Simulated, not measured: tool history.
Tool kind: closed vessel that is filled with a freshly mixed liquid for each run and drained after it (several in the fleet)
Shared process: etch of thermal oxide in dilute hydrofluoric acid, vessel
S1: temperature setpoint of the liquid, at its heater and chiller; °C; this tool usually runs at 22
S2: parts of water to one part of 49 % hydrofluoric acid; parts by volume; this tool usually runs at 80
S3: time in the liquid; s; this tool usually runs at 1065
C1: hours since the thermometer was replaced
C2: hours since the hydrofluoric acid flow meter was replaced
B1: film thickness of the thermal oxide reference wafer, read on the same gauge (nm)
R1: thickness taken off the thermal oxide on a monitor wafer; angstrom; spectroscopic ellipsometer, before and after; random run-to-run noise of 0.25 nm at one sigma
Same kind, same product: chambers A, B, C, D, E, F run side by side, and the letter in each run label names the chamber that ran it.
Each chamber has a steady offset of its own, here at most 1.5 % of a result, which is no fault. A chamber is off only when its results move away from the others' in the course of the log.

run   hour  S1   S2    S3      C1      C2      B1      R1
 1D      6  22   80  1065   474.3   421.5  60.017  583.78
 2B   13.6  22   80  1065   874.8   280.4  60.009  574.96
 3F   24.6  22   80  1065   619.3   944.5  60.009  577.86
 4A   31.2  22   80  1065    68.4  1149.9  60.009  588.13
      33.9  -- chamber D: thermometer replaced
      36.5  -- chamber F: hydrofluoric acid flow meter replaced
 5C   41.4  22   80  1065     185   322.7  60.001  577.15
 6E     50  22   80  1065  1455.5   439.8  60.004  581.63
 7B     59  22   80  1065   920.2   325.8  59.979  575.12
 8A   67.8  22   80  1065     105  1186.5  59.999  586.28
 9D   77.2  22   80  1065    43.3   492.7  60.021  576.66
10C   82.8  22   80  1065   226.4   364.1  60.025  579.36
11F   94.6  22   80  1065   689.3    58.2  60.014  575.61
12E  103.6  22   80  1065  1509.1   493.4  60.013  582.67
13B  114.5  22   80  1065   975.7   381.3  59.992  575.67
14F  120.2  19  100  1065   714.9    83.8  59.977  400.52
15D  126.3  19  100  1065    92.4   541.8  60.004  400.22
       134  -- chamber C: hydrofluoric acid flow meter replaced
16C  134.7  19  100  1065   278.3     0.7  60.042  399.91
17E  142.8  19  100  1065  1548.3   532.6  59.975  404.24
18A    149  19  100  1065   186.2  1267.7  59.997  404.86
19A  157.6  19  100  1065   194.8  1276.3  60.017  406.08
20E  165.8  22   80  1065  1571.3   555.6  59.966   583.7
21D  177.4  22   80  1065   143.5   592.9  60.015  583.53
22F  183.4  22   80  1065   778.1     147  60.005  574.66
     189.3  -- chamber B: hydrofluoric acid flow meter replaced
23B  195.1  22   80  1065  1056.3     5.9  60.033  584.68
24C    208  22   80  1065   351.6      74   59.99  577.45
25A  216.3  22   80  1065   253.5    1335  59.993  586.22
26B  223.8  22   80  1065    1085    34.6  59.993  581.97
27D  236.4  22   80  1065   202.5   651.9  59.991   580.7
28C  244.7  22   80  1065   388.3   110.7  59.987  584.41
29E  256.8  22   80  1065  1662.3   646.6      60  584.46
30F  268.8  22  100   740   863.5   232.4  60.014  316.16
31C  278.7  22  100   740   422.3   144.7  60.028  312.96
32F  285.6  22  100   740   880.3   249.2  59.976  314.16
33B  298.5  22  100   740  1159.7   109.3  60.029  323.81
34A  305.5  22  100   740   342.7  1424.2   59.99   317.8
35D  318.3  22  100   740   284.4   733.8  59.976  318.04
       323  -- chamber E: hydrofluoric acid flow meter replaced
36E  331.1  22   80  1065  1736.6     8.1  60.006  587.72
37A  338.4  22   80  1065   375.6  1457.1  59.971  587.18
38B  346.9  22   80  1065  1208.1   157.7  60.011  601.94

Read the log: is a single chamber off, either drifting away or since a service, is the gauge that measures every chamber drifting, or is nothing wrong beyond small per-chamber offsets? Name any odd chamber and what most likely caused it.

One chamber, B, drifts off from the rest bit by bit.
Most likely cause: liquid hotter than its thermometer reads (K) = 1.16.

Here are 4 candidates for chamber B's next run, each the usual settings with a change, their results left as question marks. Which one brings its results back in line with what the others give on the usual settings?
In line here means within this much of the mean the other chambers give on the usual settings: R1 8.7 angstrom
39B-1  356.2  22  80  1130               ?
39B-2  356.2  22  85  1065               ?
39B-3  356.2  22  80  1100               ?
39B-4  356.2  22  80  1030               ?

On the usual settings, the other chambers give on average: R1 581.72 angstrom
  run      R1
39B-1  640.05
39B-2  564.64
39B-3  623.05
39B-4   583.4
The answer is 39B-4, which returns the chamber to within the allowed miss of the others.
